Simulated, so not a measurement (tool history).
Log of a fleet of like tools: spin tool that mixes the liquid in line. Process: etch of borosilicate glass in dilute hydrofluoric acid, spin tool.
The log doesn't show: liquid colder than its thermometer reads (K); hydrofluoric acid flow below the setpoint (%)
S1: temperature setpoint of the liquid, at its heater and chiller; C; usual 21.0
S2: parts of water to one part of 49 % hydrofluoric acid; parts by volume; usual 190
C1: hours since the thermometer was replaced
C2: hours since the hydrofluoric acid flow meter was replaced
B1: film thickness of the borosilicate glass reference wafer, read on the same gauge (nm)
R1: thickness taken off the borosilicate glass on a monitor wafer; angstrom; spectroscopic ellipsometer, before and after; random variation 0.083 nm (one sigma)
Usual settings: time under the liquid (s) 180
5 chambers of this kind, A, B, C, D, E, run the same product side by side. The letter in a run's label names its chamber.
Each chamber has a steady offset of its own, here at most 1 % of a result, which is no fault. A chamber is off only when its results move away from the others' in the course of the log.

Run 1B, hour 7.5: usual settings; C1 1084.3; C2 91.5; B1 80.005. Result: R1 268.51 angstrom.
Run 2C, hour 12.6: usual settings; C1 89.4; C2 132.4; B1 79.997. Result: R1 269.69 angstrom.
Run 3A, hour 19.2: usual settings; C1 527.6; C2 811.4; B1 80.025. Result: R1 270.30 angstrom.
Run 4E, hour 24.9: usual settings; C1 2514.0; C2 875.2; B1 80.002. Result: R1 268.62 angstrom.
Run 5D, hour 29.0: usual settings; C1 2388.0; C2 460.6; B1 79.993. Result: R1 269.85 angstrom.
Run 6E, hour 33.7: usual settings; C1 2522.8; C2 884.0; B1 80.000. Result: R1 270.48 angstrom.
At hour 35.8: chamber B: thermometer replaced.
Run 7D, hour 37.8: usual settings; C1 2396.8; C2 469.4; B1 80.015. Result: R1 270.91 angstrom.
Run 8A, hour 42.5: usual settings; C1 550.9; C2 834.7; B1 80.013. Result: R1 272.28 angstrom.
Run 9B, hour 49.0: usual settings; C1 13.3; C2 133.0; B1 79.981. Result: R1 270.68 angstrom.
Run 10C, hour 53.1: usual settings; C1 129.9; C2 172.9; B1 79.991. Result: R1 271.28 angstrom.
Run 11B, hour 59.9: usual settings; C1 24.2; C2 143.9; B1 79.992. Result: R1 268.93 angstrom.
Run 12E, hour 64.0: usual settings; C1 2553.1; C2 914.3; B1 79.983. Result: R1 271.14 angstrom.
Run 13A, hour 70.2: usual settings; C1 578.6; C2 862.4; B1 79.957. Result: R1 271.30 angstrom.
Run 14C, hour 74.3: usual settings; C1 151.1; C2 194.1; B1 80.002. Result: R1 268.37 angstrom.
Run 15D, hour 80.6: usual settings; C1 2439.6; C2 512.2; B1 80.013. Result: R1 269.59 angstrom.
Run 16A, hour 85.1: usual settings; C1 593.5; C2 877.3; B1 79.986. Result: R1 272.03 angstrom.
Run 17B, hour 92.3: usual settings but time under the liquid (s) 230; C1 56.6; C2 176.3; B1 80.020. Result: R1 345.14 angstrom.
Run 18D, hour 98.1: usual settings but time under the liquid (s) 230; C1 2457.1; C2 529.7; B1 80.021. Result: R1 346.45 angstrom.
Run 19C, hour 105.7: usual settings but time under the liquid (s) 230; C1 182.5; C2 225.5; B1 80.014. Result: R1 344.28 angstrom.
Run 20E, hour 109.8: usual settings but time under the liquid (s) 230; C1 2598.9; C2 960.1; B1 80.010. Result: R1 345.85 angstrom.
Run 21B, hour 115.9: usual settings but time under the liquid (s) 230; C1 80.2; C2 199.9; B1 80.002. Result: R1 346.45 angstrom.
Run 22A, hour 122.4: usual settings; C1 630.8; C2 914.6; B1 79.994. Result: R1 272.86 angstrom.
Run 23C, hour 128.1: usual settings; C1 204.9; C2 247.9; B1 79.989. Result: R1 269.61 angstrom.
Run 24E, hour 133.0: usual settings; C1 2622.1; C2 983.3; B1 80.010. Result: R1 270.50 angstrom.
Run 25D, hour 139.1: usual settings; C1 2498.1; C2 570.7; B1 80.023. Result: R1 269.19 angstrom.
Run 26B, hour 143.2: usual settings; C1 107.5; C2 227.2; B1 79.997. Result: R1 270.48 angstrom.
Run 27D, hour 150.3: usual settings; C1 2509.3; C2 581.9; B1 80.007. Result: R1 266.85 angstrom.
Run 28E, hour 153.7: usual settings; C1 2642.8; C2 1004.0; B1 80.001. Result: R1 270.09 angstrom.
Run 29C, hour 157.9: usual settings but S1 17.5 C, time under the liquid (s) 280; C1 234.7; C2 277.7; B1 80.011. Result: R1 366.02 angstrom.
Run 30A, hour 165.5: usual settings but S1 17.5 C, time under the liquid (s) 280; C1 673.9; C2 957.7; B1 79.997. Result: R1 365.98 angstrom.
Run 31C, hour 171.4: usual settings but S1 17.5 C, time under the liquid (s) 280; C1 248.2; C2 291.2; B1 79.989. Result: R1 365.80 angstrom.
Run 32E, hour 174.8: usual settings but S1 17.5 C, time under the liquid (s) 280; C1 2663.9; C2 1025.1; B1 79.994. Result: R1 367.35 angstrom.
Run 33A, hour 181.7: usual settings but S1 17.5 C, time under the liquid (s) 280; C1 690.1; C2 973.9; B1 79.995. Result: R1 366.93 angstrom.
Run 34B, hour 188.5: usual settings; C1 152.8; C2 272.5; B1 80.002. Result: R1 270.06 angstrom.
Run 35D, hour 193.4: usual settings but S1 17.0 C, S2 100 parts by volume; C1 2552.4; C2 625.0; B1 80.002. Result: R1 470.44 angstrom.
Run 36B, hour 199.6: usual settings but S1 17.0 C, S2 100 parts by volume; C1 163.9; C2 283.6; B1 79.998. Result: R1 481.49 angstrom.

All 5 chambers run these settings next. Forecast each chamber's results:
Run 37A, hour 205.1: usual settings. Result: R1 ?.
Run 37B, hour 205.1: usual settings. Result: R1 ?.
Run 37C, hour 205.1: usual settings. Result: R1 ?.
Run 37D, hour 205.1: usual settings. Result: R1 ?.
Run 37E, hour 205.1: usual settings. Result: R1 ?.

run      R1
37A  271.03
37B  269.45
37C  269.93
37D  266.22
37E  270.45
